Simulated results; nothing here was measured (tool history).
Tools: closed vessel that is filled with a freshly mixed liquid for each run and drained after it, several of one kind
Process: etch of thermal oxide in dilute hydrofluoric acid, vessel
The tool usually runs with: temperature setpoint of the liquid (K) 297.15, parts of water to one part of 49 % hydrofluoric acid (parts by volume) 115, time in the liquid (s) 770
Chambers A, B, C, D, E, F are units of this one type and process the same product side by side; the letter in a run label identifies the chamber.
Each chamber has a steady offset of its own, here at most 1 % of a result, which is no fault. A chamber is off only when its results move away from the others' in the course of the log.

run   hour  temperature setpoint of the liquid (K)  parts of water to one part of 49 % hydrofluoric acid (parts by volume)  time in the liquid (s)  read-back film thickness of the thermal oxide reference wafer, read on the same gauge (nm)  thickness taken off the thermal oxide on a monitor wafer (angstrom)
 1F   11.2                                  297.15                                                                     115                     770                                                                                      109.99                                                               304.63
 2E   24.6                                  297.15                                                                     115                     770                                                                                      110.01                                                               303.19
 3D   35.7                                  297.15                                                                     115                     770                                                                                      109.98                                                               308.87
 4A   48.7                                  297.15                                                                     115                     770                                                                                      110.02                                                               309.16
 5C   56.8                                  297.15                                                                     115                     770                                                                                      110.01                                                               301.41
 6B   67.1                                  297.15                                                                     115                     770                                                                                         110                                                               310.63
 7D   80.8                                  297.15                                                                     115                     770                                                                                         110                                                               305.67
      94.6  -- chamber B: hydrofluoric acid flow meter replaced
 8E   97.5                                  297.15                                                                     115                     770                                                                                      110.01                                                               312.19
 9F    107                                  297.15                                                                     115                     770                                                                                         110                                                               308.19
10C  117.6                                  297.15                                                                     115                     770                                                                                      109.99                                                                304.8
11A  132.4                                  297.15                                                                     115                     770                                                                                      110.01                                                               305.45
12B  141.1                                  297.15                                                                     115                     770                                                                                      109.99                                                               307.01
13B  150.2                                  293.15                                                                     115                     565                                                                                         110                                                               193.49
14A  161.5                                  293.15                                                                     115                     565                                                                                      110.01                                                               195.21
15C  170.2                                  293.15                                                                     115                     565                                                                                      110.02                                                                192.9
16D  177.7                                  293.15                                                                     115                     565                                                                                         110                                                               189.77
     186.2  -- chamber E: thermometer replaced
17E    192                                  293.15                                                                     115                     565                                                                                      109.99                                                               192.19
18F  201.9                                  293.15                                                                     115                     565                                                                                         110                                                               191.51
19D  215.4                                  297.15                                                                     115                     770                                                                                         110                                                               306.34
20C  231.7                                  297.15                                                                     115                     770                                                                                         110                                                               305.57
21B    240                                  297.15                                                                     115                     770                                                                                      109.98                                                               306.48
22E  247.7                                  297.15                                                                      65                     770                                                                                      109.99                                                               581.49
23A  260.8                                  297.15                                                                      65                     770                                                                                      109.99                                                               584.02
24F  276.2                                  297.15                                                                      65                     770                                                                                         110                                                                591.6
25A  289.8                                  297.15                                                                      65                     770                                                                                      110.02                                                               583.61
26D  303.2                                  297.15                                                                      65                     770                                                                                      109.99                                                               583.21
27F  313.5                                  297.15                                                                      65                     770                                                                                         110                                                               590.52
28C  328.2                                  297.15                                                                     115                     770                                                                                      110.01                                                               307.91
29E  338.3                                  297.15                                                                     145                     770                                                                                         110                                                               237.63
30B  347.6                                  297.15                                                                     145                     770                                                                                      110.02                                                               225.58
31E  357.2                                  297.15                                                                     145                     770                                                                                      110.01                                                               236.72
32A    369                                  297.15                                                                     145                     770                                                                                      110.01                                                               238.64
33F    381                                  297.15                                                                     145                     770                                                                                      110.01                                                               234.17
34B    393                                  297.15                                                                     145                     770                                                                                         110                                                               223.17
35D  403.8                                  297.15                                                                     115                     770                                                                                         110                                                               309.42
     409.8  -- chamber F: hydrofluoric acid flow meter replaced
36C  416.8                                  297.15                                                                      55                     770                                                                                      109.99                                                               675.79
37C    428                                  297.15                                                                      55                     770                                                                                         110                                                               664.79
38F  436.9                                  297.15                                                                      55                     770                                                                                      110.01                                                               705.84
39B  446.5                                  297.15                                                                      55                     770                                                                                      109.99                                                               630.98
40E  454.8                                  297.15                                                                      55                     770                                                                                      109.99                                                               693.83

What goes on in this fleet: one chamber off, a drifting gauge, or nothing beyond the chambers' own small offsets? Name the chamber and the cause, if any.

One chamber, B, drifts off from the rest bit by bit.
What lies behind it: liquid colder than its thermometer reads (K) = 1.89.
Not necessarily distinguishable in this log from: hydrofluoric acid flow below the setpoint (%).

Chamber B could run next with any of the 4 candidate recipes listed below; each alters the usual settings, and their results appear as question marks. Which one brings its results back in line with what the other chambers deliver on the usual settings?
In line here means within this much of the mean the other chambers give on the usual settings: thickness taken off the thermal oxide on a monitor wafer (angstrom) 10
41B-1  466.8                                  297.15                                                                     120                     745                                                                                                                                                                ?
41B-2  466.8                                  297.15                                                                     110                     795                                                                                                                                                                ?
41B-3  466.8                                  297.15                                                                     130                     770                                                                                                                                                                ?
41B-4  466.8                                  297.15                                                                     110                     825                                                                                                                                                                ?

Other chambers, usual settings, mean: thickness taken off the thermal oxide on a monitor wafer (angstrom) 308.09
  run  thickness taken off the thermal oxide on a monitor wafer (angstrom)
41B-1                                                               264.61
41B-2                                                               311.14
41B-3                                                               249.93
41B-4                                                               322.88
Change 41B-2 lands the chamber within the allowed miss of the other chambers.

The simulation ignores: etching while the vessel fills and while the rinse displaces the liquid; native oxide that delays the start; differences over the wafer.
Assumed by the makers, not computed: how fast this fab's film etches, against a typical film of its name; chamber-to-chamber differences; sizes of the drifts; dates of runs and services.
